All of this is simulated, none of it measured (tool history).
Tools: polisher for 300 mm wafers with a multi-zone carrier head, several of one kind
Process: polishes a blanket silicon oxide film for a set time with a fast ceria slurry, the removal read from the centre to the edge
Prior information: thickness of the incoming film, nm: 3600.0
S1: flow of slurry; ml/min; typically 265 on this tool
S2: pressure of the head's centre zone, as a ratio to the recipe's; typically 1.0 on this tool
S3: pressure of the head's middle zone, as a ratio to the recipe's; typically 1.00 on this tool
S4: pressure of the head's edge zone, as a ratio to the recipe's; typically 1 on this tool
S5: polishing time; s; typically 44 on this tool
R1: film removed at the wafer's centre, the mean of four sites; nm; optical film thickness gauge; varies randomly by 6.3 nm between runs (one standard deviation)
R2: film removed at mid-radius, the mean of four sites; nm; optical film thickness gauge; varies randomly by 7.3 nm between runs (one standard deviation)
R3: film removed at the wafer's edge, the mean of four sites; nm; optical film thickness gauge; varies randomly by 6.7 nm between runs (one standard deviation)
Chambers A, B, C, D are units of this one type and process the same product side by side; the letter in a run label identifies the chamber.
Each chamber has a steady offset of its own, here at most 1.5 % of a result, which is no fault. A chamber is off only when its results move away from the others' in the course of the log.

-- hour=0.4 chamber C: worn pad replaced by a new one
run 1C hour=8.1 | S1=265 S2=1.0 S3=1.00 S4=1 S5=44 | R1=593.68 R2=614.57 R3=604.69
run 2A hour=13.7 | S1=265 S2=1.0 S3=1.00 S4=1 S5=44 | R1=609.18 R2=615.21 R3=603.47
-- hour=15.6 chamber A: worn pad replaced by a new one
run 3B hour=26.0 | S1=265 S2=1.0 S3=1.00 S4=1 S5=44 | R1=604.46 R2=602.63 R3=595.43
run 4D hour=32.4 | S1=265 S2=1.0 S3=1.00 S4=1 S5=44 | R1=615.23 R2=598.69 R3=603.72
run 5C hour=42.5 | S1=265 S2=1.0 S3=1.00 S4=1 S5=44 | R1=595.72 R2=598.79 R3=613.01
-- hour=47.0 chamber D: worn pad replaced by a new one
run 6D hour=48.2 | S1=265 S2=1.0 S3=1.00 S4=1 S5=44 | R1=615.06 R2=607.81 R3=603.84
run 7A hour=53.9 | S1=265 S2=1.0 S3=1.00 S4=1 S5=44 | R1=599.51 R2=595.61 R3=596.94
run 8B hour=63.3 | S1=265 S2=1.0 S3=1.00 S4=1 S5=44 | R1=609.14 R2=609.73 R3=592.91
run 9C hour=70.6 | S1=265 S2=1.0 S3=1.00 S4=1 S5=44 | R1=597.21 R2=603.02 R3=591.36
run 10D hour=77.3 | S1=265 S2=1.0 S3=1.00 S4=1 S5=44 | R1=613.82 R2=602.39 R3=602.20
run 11B hour=89.7 | S1=265 S2=1.0 S3=1.00 S4=1 S5=44 | R1=602.76 R2=599.06 R3=605.19
-- hour=96.4 chamber D: edge zone pressure recalibrated
-- hour=99.8 chamber C: worn pad replaced by a new one
run 12A hour=99.9 | S1=265 S2=1.0 S3=1.00 S4=1 S5=44 | R1=598.38 R2=608.93 R3=610.73
run 13D hour=110.7 | S1=265 S2=1.0 S3=1.00 S4=1 S5=44 | R1=606.32 R2=601.30 R3=606.69
-- hour=112.0 chamber B: worn pad replaced by a new one
run 14A hour=117.3 | S1=265 S2=1.0 S3=1.00 S4=1 S5=56 | R1=783.52 R2=784.83 R3=778.96
run 15B hour=124.0 | S1=265 S2=1.0 S3=1.00 S4=1 S5=56 | R1=758.59 R2=767.45 R3=779.06
run 16C hour=133.5 | S1=265 S2=1.0 S3=1.00 S4=1 S5=56 | R1=767.88 R2=759.32 R3=770.80
-- hour=135.0 chamber D: worn pad replaced by a new one
run 17B hour=143.8 | S1=265 S2=1.0 S3=1.00 S4=1 S5=56 | R1=774.06 R2=765.76 R3=761.98
-- hour=148.4 chamber A: worn pad replaced by a new one
run 18D hour=151.1 | S1=265 S2=1.0 S3=1.00 S4=1 S5=44 | R1=616.58 R2=600.45 R3=586.01
-- hour=154.3 chamber D: centre zone pressure recalibrated
run 19C hour=161.8 | S1=265 S2=1.0 S3=1.00 S4=1 S5=44 | R1=614.26 R2=604.39 R3=586.43
run 20A hour=170.8 | S1=265 S2=1.0 S3=1.00 S4=1 S5=44 | R1=635.66 R2=605.95 R3=611.06
-- hour=178.7 chamber C: slurry nozzle cleaned
run 21A hour=181.8 | S1=265 S2=1.0 S3=1.00 S4=1 S5=44 | R1=639.20 R2=611.42 R3=613.12
run 22B hour=190.9 | S1=265 S2=1.0 S3=1.00 S4=1 S5=44 | R1=596.87 R2=602.87 R3=609.10
-- hour=195.2 chamber C: worn pad replaced by a new one
run 23C hour=197.8 | S1=265 S2=1.0 S3=1.00 S4=1 S5=44 | R1=599.59 R2=611.75 R3=608.88
-- hour=198.7 chamber C: edge zone pressure recalibrated
run 24D hour=210.1 | S1=265 S2=1.0 S3=1.00 S4=1 S5=44 | R1=613.72 R2=603.75 R3=600.28
-- hour=213.8 chamber D: worn pad replaced by a new one
run 25C hour=221.8 | S1=265 S2=1.0 S3=1.00 S4=1 S5=44 | R1=598.06 R2=595.74 R3=600.08
run 26B hour=232.7 | S1=265 S2=1.0 S3=1.00 S4=1 S5=44 | R1=601.10 R2=598.21 R3=610.87
run 27A hour=243.8 | S1=265 S2=1.1 S3=0.93 S4=1 S5=44 | R1=733.70 R2=571.77 R3=608.96
run 28D hour=254.4 | S1=265 S2=1.1 S3=0.93 S4=1 S5=44 | R1=676.65 R2=555.30 R3=604.78
run 29A hour=263.6 | S1=265 S2=1.1 S3=0.93 S4=1 S5=44 | R1=735.13 R2=572.77 R3=609.18

Which is it: a chamber that has drifted or been left off by a service, a gauge drift common to all chambers, or only each chamber's usual small offset? If a chamber is off, name it and its likeliest cause.

Little by little, chamber A moves away from the other chambers.
Most likely cause: centre zone's pressure above its setpoint, % = 8.77.

Which of the 4 candidates below, each the usual settings with something changed and its results left as question marks, puts chamber A back in line with what the other chambers give on the usual settings?
Allowed miss from the other chambers' usual-settings mean, per result, to count as in line: R1 22.00 nm; R2 26.00 nm; R3 23.00 nm
run 30A-1 hour=272.6 | S1=260 S2=0.94 S3=1.01 S4=1.02 S5=43 | R1=? R2=? R3=?
run 30A-2 hour=272.6 | S1=275 S2=1.14 S3=0.97 S4=0.95 S5=46 | R1=? R2=? R3=?
run 30A-3 hour=272.6 | S1=255 S2=0.86 S3=1.02 S4=1.05 S5=43 | R1=? R2=? R3=?
run 30A-4 hour=272.6 | S1=270 S2=1.06 S3=0.99 S4=0.98 S5=45 | R1=? R2=? R3=?

Mean of the other chambers on the usual settings: R1 606.64 nm; R2 602.45 nm; R3 603.03 nm
run=30A-1 R1=600.54 R2=599.18 R3=598.14
run=30A-2 R1=798.47 R2=620.55 R3=620.06
run=30A-3 R1=542.86 R2=603.60 R3=606.26
run=30A-4 R1=720.24 R2=617.70 R3=615.21
Change 30A-1 lands the chamber within the allowed miss of the other chambers.
